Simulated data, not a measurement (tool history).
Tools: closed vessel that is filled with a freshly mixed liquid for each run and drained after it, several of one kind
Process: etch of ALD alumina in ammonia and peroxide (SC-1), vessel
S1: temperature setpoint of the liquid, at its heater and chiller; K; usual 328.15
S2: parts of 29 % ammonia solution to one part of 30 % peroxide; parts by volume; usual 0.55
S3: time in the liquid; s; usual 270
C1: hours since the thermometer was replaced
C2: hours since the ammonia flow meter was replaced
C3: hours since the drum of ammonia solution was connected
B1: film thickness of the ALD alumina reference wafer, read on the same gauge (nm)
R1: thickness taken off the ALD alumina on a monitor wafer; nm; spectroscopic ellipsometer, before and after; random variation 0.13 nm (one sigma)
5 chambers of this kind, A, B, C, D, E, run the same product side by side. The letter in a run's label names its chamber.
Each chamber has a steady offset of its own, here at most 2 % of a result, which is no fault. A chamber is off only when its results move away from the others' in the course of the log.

run,day,S1,S2,S3,C1,C2,C3,B1,R1
1D,0.496,328.15,0.55,270,744.4,949.9,429.8,139.96,21.891
2E,0.921,328.15,0.55,270,155.1,470.0,754.4,140.03,21.016
3C,1.379,328.15,0.55,270,1879.5,91.0,155.1,139.94,21.207
4B,1.962,328.15,0.55,270,1509.9,595.0,395.3,140.01,21.491
5A,2.429,328.15,0.55,270,1260.0,724.8,585.7,140.00,21.219
6C,2.875,328.15,0.55,270,1915.4,126.9,191.0,139.99,21.339
# day 3.117: chamber A: new drum of ammonia solution connected
7E,3.196,328.15,0.55,270,209.7,524.6,809.0,139.94,20.893
8D,3.742,328.15,0.55,270,822.3,1027.8,507.7,140.02,21.657
9A,4.029,328.15,0.55,270,1298.4,763.2,22.0,140.02,21.235
10B,4.612,328.15,0.55,270,1573.5,658.6,458.9,140.02,21.337
11B,5.046,328.15,0.55,270,1583.9,669.0,469.3,140.01,21.470
12A,5.467,328.15,0.55,270,1332.9,797.7,56.5,140.00,21.338
13C,5.783,328.15,0.55,270,1985.2,196.7,260.8,139.99,21.478
14D,6.250,328.15,0.55,270,882.5,1088.0,567.9,140.02,21.772
15E,6.642,328.15,0.55,270,292.4,607.3,891.7,140.00,20.976
16D,7.046,328.15,0.55,270,901.6,1107.1,587.0,139.99,21.864
# day 7.438: chamber A: thermometer replaced
17A,7.638,325.15,0.55,155,4.8,849.8,108.6,140.01,10.338
18C,8.100,325.15,0.55,155,2040.8,252.3,316.4,140.05,10.531
# day 8.212: chamber D: new drum of ammonia solution connected
19E,8.379,325.15,0.55,155,334.1,649.0,933.4,139.97,10.038
# day 8.438: chamber D: ammonia flow meter replaced
20B,8.742,325.15,0.55,155,1672.6,757.7,558.0,140.01,10.416
21D,9.304,325.15,0.55,155,955.8,20.9,26.3,140.05,10.629
22B,9.567,328.15,0.55,270,1692.4,777.5,577.8,140.03,21.388
# day 9.792: chamber D: thermometer replaced
23E,9.929,328.15,0.55,270,371.3,686.2,970.6,140.04,20.414
24C,10.308,328.15,0.55,270,2093.8,305.3,369.4,140.00,21.505
25A,10.775,328.15,0.55,270,80.1,925.1,183.9,139.96,21.241
26E,11.062,328.15,0.55,270,398.5,713.4,997.8,140.00,20.251
27D,11.625,328.15,0.55,270,44.0,76.6,82.0,140.01,21.592
28C,11.929,337.65,0.30,270,2132.7,344.2,408.3,139.96,32.788
# day 12.262: chamber B: new drum of ammonia solution connected
29A,12.275,337.65,0.30,270,116.1,961.1,219.9,139.98,32.571
30B,12.546,337.65,0.30,270,1763.9,849.0,6.9,140.03,32.667
# day 12.750: chamber C: thermometer replaced
31C,13.058,337.65,0.30,270,7.5,371.3,435.4,139.97,33.065
# day 13.225: chamber E: new drum of ammonia solution connected
32B,13.450,337.65,0.30,270,1785.6,870.7,28.6,140.02,32.569
33A,13.821,328.15,0.55,270,153.2,998.2,257.0,140.00,21.318
34D,14.408,328.15,0.55,270,110.8,143.4,148.8,140.01,21.723
35E,14.746,328.15,0.55,270,486.9,801.8,36.6,140.05,19.820

All 5 chambers run these settings next. Forecast each chamber's results:
36A,15.175,328.15,0.55,220,,,,,?
36B,15.175,328.15,0.55,220,,,,,?
36C,15.175,328.15,0.55,220,,,,,?
36D,15.175,328.15,0.55,220,,,,,?
36E,15.175,328.15,0.55,220,,,,,?

run,R1
36A,17.237
36B,17.093
36C,17.389
36D,17.638
36E,15.945
